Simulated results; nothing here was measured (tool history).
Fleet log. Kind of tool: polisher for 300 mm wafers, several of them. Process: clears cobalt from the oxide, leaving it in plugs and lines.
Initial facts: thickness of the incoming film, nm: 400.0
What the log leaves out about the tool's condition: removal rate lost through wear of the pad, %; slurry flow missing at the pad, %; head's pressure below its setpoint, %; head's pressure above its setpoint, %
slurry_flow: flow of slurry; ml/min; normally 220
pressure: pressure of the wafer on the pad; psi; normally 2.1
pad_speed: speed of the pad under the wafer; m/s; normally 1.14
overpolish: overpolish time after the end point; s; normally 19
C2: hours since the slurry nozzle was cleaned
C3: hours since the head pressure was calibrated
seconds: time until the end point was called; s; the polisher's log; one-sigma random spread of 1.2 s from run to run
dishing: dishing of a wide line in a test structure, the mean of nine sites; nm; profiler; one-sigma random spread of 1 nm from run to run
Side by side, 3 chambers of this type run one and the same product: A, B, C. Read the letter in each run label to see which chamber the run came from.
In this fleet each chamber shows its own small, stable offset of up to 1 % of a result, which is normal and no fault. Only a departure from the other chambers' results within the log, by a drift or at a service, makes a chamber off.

Run 1A, hour 5.5: usual settings; wafers polished on this pad 492; C2 242.8; C3 227.8. Result: seconds 78.45 s, dishing 50.622 nm.
Run 2C, hour 11.5: usual settings; wafers polished on this pad 1116; C2 236.3; C3 18.9. Result: seconds 85.371 s, dishing 53.632 nm.
Run 3B, hour 16.9: usual settings; wafers polished on this pad 192; C2 404.3; C3 771.8. Result: seconds 80.701 s, dishing 51.991 nm.
At hour 17.4: chamber C: worn pad replaced by a new one.
Run 4A, hour 23.1: usual settings; wafers polished on this pad 617; C2 260.4; C3 245.4. Result: seconds 82.541 s, dishing 54.118 nm.
Run 5C, hour 28.2: usual settings; wafers polished on this pad 77; C2 253; C3 35.6. Result: seconds 82.181 s, dishing 54.103 nm.
Run 6B, hour 33.5: usual settings; wafers polished on this pad 310; C2 420.9; C3 788.4. Result: seconds 81.347 s, dishing 52.666 nm.
Run 7A, hour 36.8: usual settings; wafers polished on this pad 714; C2 274.1; C3 259.1. Result: seconds 80.835 s, dishing 54.652 nm.
Run 8C, hour 41.5: usual settings; wafers polished on this pad 171; C2 266.3; C3 48.9. Result: seconds 81.786 s, dishing 53.462 nm.
Run 9B, hour 45.6: usual settings but slurry_flow 165 ml/min; wafers polished on this pad 396; C2 433; C3 800.5. Result: seconds 85.313 s, dishing 53.071 nm.
Run 10A, hour 51.4: usual settings but slurry_flow 165 ml/min; wafers polished on this pad 818; C2 288.7; C3 273.7. Result: seconds 83.227 s, dishing 50.969 nm.
Run 11B, hour 56.4: usual settings but slurry_flow 165 ml/min; wafers polished on this pad 473; C2 443.8; C3 811.3. Result: seconds 85.669 s, dishing 52.116 nm.
Run 12C, hour 62.5: usual settings but pressure 2.6 psi, pad_speed 0.86 m/s; wafers polished on this pad 320; C2 287.3; C3 69.9. Result: seconds 86.694 s, dishing 50.764 nm.
Run 13A, hour 67.2: usual settings but pressure 2.6 psi, pad_speed 0.86 m/s; wafers polished on this pad 930; C2 304.5; C3 289.5. Result: seconds 89.104 s, dishing 50.765 nm.
Run 14B, hour 72.2: usual settings but pressure 2.6 psi, pad_speed 0.86 m/s; wafers polished on this pad 585; C2 459.6; C3 827.1. Result: seconds 88.153 s, dishing 50.349 nm.
At hour 74.1: chamber B: head pressure recalibrated.
At hour 76.9: chamber A: worn pad replaced by a new one.
Run 15C, hour 77: usual settings; wafers polished on this pad 423; C2 301.8; C3 84.4. Result: seconds 81.735 s, dishing 52.173 nm.
Run 16A, hour 80.2: usual settings but pad_speed 1.32 m/s; wafers polished on this pad 23; C2 317.5; C3 302.5. Result: seconds 69.302 s, dishing 56.772 nm.
Run 17C, hour 85.8: usual settings but pad_speed 1.32 m/s; wafers polished on this pad 486; C2 310.6; C3 93.2. Result: seconds 70.582 s, dishing 57.778 nm.
Run 18B, hour 90.4: usual settings but pad_speed 1.32 m/s; wafers polished on this pad 714; C2 477.8; C3 16.4. Result: seconds 64.756 s, dishing 59.386 nm.
Run 19B, hour 95.6: usual settings; wafers polished on this pad 751; C2 483; C3 21.6. Result: seconds 73.775 s, dishing 56.559 nm.
Run 20A, hour 101.8: usual settings; wafers polished on this pad 176; C2 339.1; C3 324.1. Result: seconds 80.288 s, dishing 53.039 nm.
At hour 101.9: chamber B: worn pad replaced by a new one.
At hour 102.4: chamber B: slurry nozzle cleaned.
Run 21C, hour 104.9: usual settings; wafers polished on this pad 621; C2 329.7; C3 112.3. Result: seconds 84.697 s, dishing 51.411 nm.
Run 22A, hour 107.8: usual settings; wafers polished on this pad 219; C2 345.1; C3 330.1. Result: seconds 82.091 s, dishing 52.161 nm.
Run 23C, hour 112.7: usual settings but slurry_flow 280 ml/min, pressure 2.4 psi; wafers polished on this pad 677; C2 337.5; C3 120.1. Result: seconds 70.642 s, dishing 56.718 nm.
Run 24B, hour 116.8: usual settings but slurry_flow 280 ml/min, pressure 2.4 psi; wafers polished on this pad 106; C2 14.5; C3 42.8. Result: seconds 62.728 s, dishing 58.844 nm.
Run 25C, hour 123.1: usual settings but slurry_flow 280 ml/min, pressure 2.4 psi; wafers polished on this pad 750; C2 347.9; C3 130.5. Result: seconds 70.577 s, dishing 56.862 nm.
Run 26A, hour 128.9: usual settings; wafers polished on this pad 369; C2 366.2; C3 351.2. Result: seconds 82.478 s, dishing 53.55 nm.
Run 27B, hour 133.2: usual settings; wafers polished on this pad 222; C2 30.9; C3 59.2. Result: seconds 73.558 s, dishing 54.743 nm.
Run 28C, hour 139.3: usual settings; wafers polished on this pad 865; C2 364.1; C3 146.7. Result: seconds 82.362 s, dishing 51.65 nm.
Run 29A, hour 143.2: usual settings; wafers polished on this pad 470; C2 380.5; C3 365.5. Result: seconds 80.244 s, dishing 53.11 nm.
Run 30B, hour 149.1: usual settings; wafers polished on this pad 335; C2 46.8; C3 75.1. Result: seconds 74.13 s, dishing 56.13 nm.
Run 31A, hour 152: usual settings; wafers polished on this pad 533; C2 389.3; C3 374.3. Result: seconds 81.719 s, dishing 52.126 nm.
Run 32B, hour 158.2: usual settings; wafers polished on this pad 400; C2 55.9; C3 84.2. Result: seconds 75 s, dishing 54.387 nm.
Run 33C, hour 164.5: usual settings; wafers polished on this pad 1044; C2 389.3; C3 171.9. Result: seconds 82.647 s, dishing 52.072 nm.

Which is it: a chamber that has drifted or been left off by a service, a gauge drift common to all chambers, or only each chamber's usual small offset? If a chamber is off, name it and its likeliest cause.

The work done on chamber B during a service left it standing apart from the others.
Cause: head's pressure above its setpoint, % = 10.6.

Here are 4 candidates for chamber B's next run, each the usual settings with a change, their results left as question marks. Which one brings its results back in line with what the others give on the usual settings?
A result is in line if it is within this distance of the other chambers' mean on the usual settings: seconds 4.2 s; dishing 3.6 nm
Run 34B-1, hour 169: usual settings but pressure 2 psi, pad_speed 1.08 m/s. Result: seconds ?, dishing ?.
Run 34B-2, hour 169: usual settings but slurry_flow 225 ml/min, pressure 2.3 psi, pad_speed 1.26 m/s. Result: seconds ?, dishing ?.
Run 34B-3, hour 169: usual settings but slurry_flow 215 ml/min, pressure 1.9 psi, pad_speed 1.02 m/s. Result: seconds ?, dishing ?.
Run 34B-4, hour 169: usual settings but pressure 2.2 psi, pad_speed 1.2 m/s. Result: seconds ?, dishing ?.

What the other chambers average on the usual settings: seconds 82.049 s; dishing 52.886 nm
  run  seconds  dishing
34B-1   81.032   53.049
34B-2   59.973   60.619
34B-3   90.731   50.002
34B-4   66.099   58.291
The right change is 34B-1: it brings the chamber back within the allowed miss of the others.
